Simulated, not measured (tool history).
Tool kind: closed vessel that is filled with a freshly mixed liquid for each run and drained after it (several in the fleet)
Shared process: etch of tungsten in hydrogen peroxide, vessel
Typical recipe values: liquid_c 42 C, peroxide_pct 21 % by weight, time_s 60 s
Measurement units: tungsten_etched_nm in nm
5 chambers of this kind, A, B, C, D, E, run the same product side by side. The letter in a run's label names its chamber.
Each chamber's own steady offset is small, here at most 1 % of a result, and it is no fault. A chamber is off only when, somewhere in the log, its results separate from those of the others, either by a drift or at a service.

run,day,liquid_c,peroxide_pct,time_s,"read-back film thickness of the tungsten reference wafer, read on the same gauge (nm)",tungsten_etched_nm
1C,0.329,42,21,60,89.966,80.505
2A,0.829,42,21,60,89.984,80.395
3B,1.158,42,21,60,90.044,82.378
4D,1.596,42,21,60,89.971,81.707
5E,1.925,42,21,60,90.015,80.913
6E,2.425,42,21,60,90.049,80.374
7A,2.733,42,21,60,89.993,80.653
8C,3.1,42,21,60,90.002,81.151
9D,3.45,42,21,60,89.985,81.443
10B,3.796,42,21,60,89.983,82.51
11E,4.092,51,21,60,89.991,145.62
12B,4.417,51,21,60,89.983,144.35
13C,4.921,51,21,60,90.008,142.84
# day 5.296: chamber C: peroxide flow meter replaced
14A,5.308,51,21,60,90.004,143.62
15D,5.662,51,21,60,90.026,138.38
16B,5.921,42,21,60,89.998,81.573
# day 6.229: chamber B: new drum of peroxide connected
17C,6.238,42,21,60,90.028,81.256
18A,6.542,42,21,60,89.982,80.704
19E,6.925,42,21,60,89.993,81.574
20D,7.442,42,21,60,90.027,77.047
# day 7.454: chamber A: thermometer replaced
21B,7.775,42,21,60,90,81.586
# day 7.992: chamber E: new drum of peroxide connected
22C,8.196,42,21,60,90.033,80.497
23D,8.533,42,21,60,89.997,77.077
24A,8.958,42,21,60,90.039,81.445
25E,9.329,47.5,21,60,90.005,114.31
26B,9.683,47.5,21,60,89.959,115.74
27D,9.925,47.5,21,60,89.992,107.28
28C,10.45,47.5,21,60,89.957,113.57
# day 10.579: chamber E: peroxide flow meter replaced
29A,10.967,47.5,21,60,90.025,113.8
30E,11.221,42,21,60,90.015,82.138
31D,11.517,34,21,35,90.018,24.781
32C,11.954,34,21,35,89.948,28.348
33B,12.258,34,21,35,90.052,28.112

One chamber off, gauge drift, or nothing amiss beyond the chambers' own small offsets? If it is a chamber, which one, and what is the likeliest cause?

It is chamber D that slowly wanders off from its peers.
What lies behind it: liquid colder than its thermometer reads (K) = 2.05.

Here are 4 candidates for chamber D's next run, each the usual settings with a change, their results left as question marks. Which one brings its results back in line with what the others give on the usual settings?
In-line tolerance around the mean of the other chambers on the usual settings: tungsten_etched_nm 2.7 nm
34D-1,12.633,41.5,21,60,,?
34D-2,12.633,44,21,60,,?
34D-3,12.633,42.5,21,60,,?
34D-4,12.633,42,16,60,,?

What the other chambers average on the usual settings: tungsten_etched_nm 81.544 nm
run,tungsten_etched_nm
34D-1,69.437
34D-2,81.49
34D-3,74.06
34D-4,62.558
The right change is 34D-2: it brings the chamber back within the allowed miss of the others.

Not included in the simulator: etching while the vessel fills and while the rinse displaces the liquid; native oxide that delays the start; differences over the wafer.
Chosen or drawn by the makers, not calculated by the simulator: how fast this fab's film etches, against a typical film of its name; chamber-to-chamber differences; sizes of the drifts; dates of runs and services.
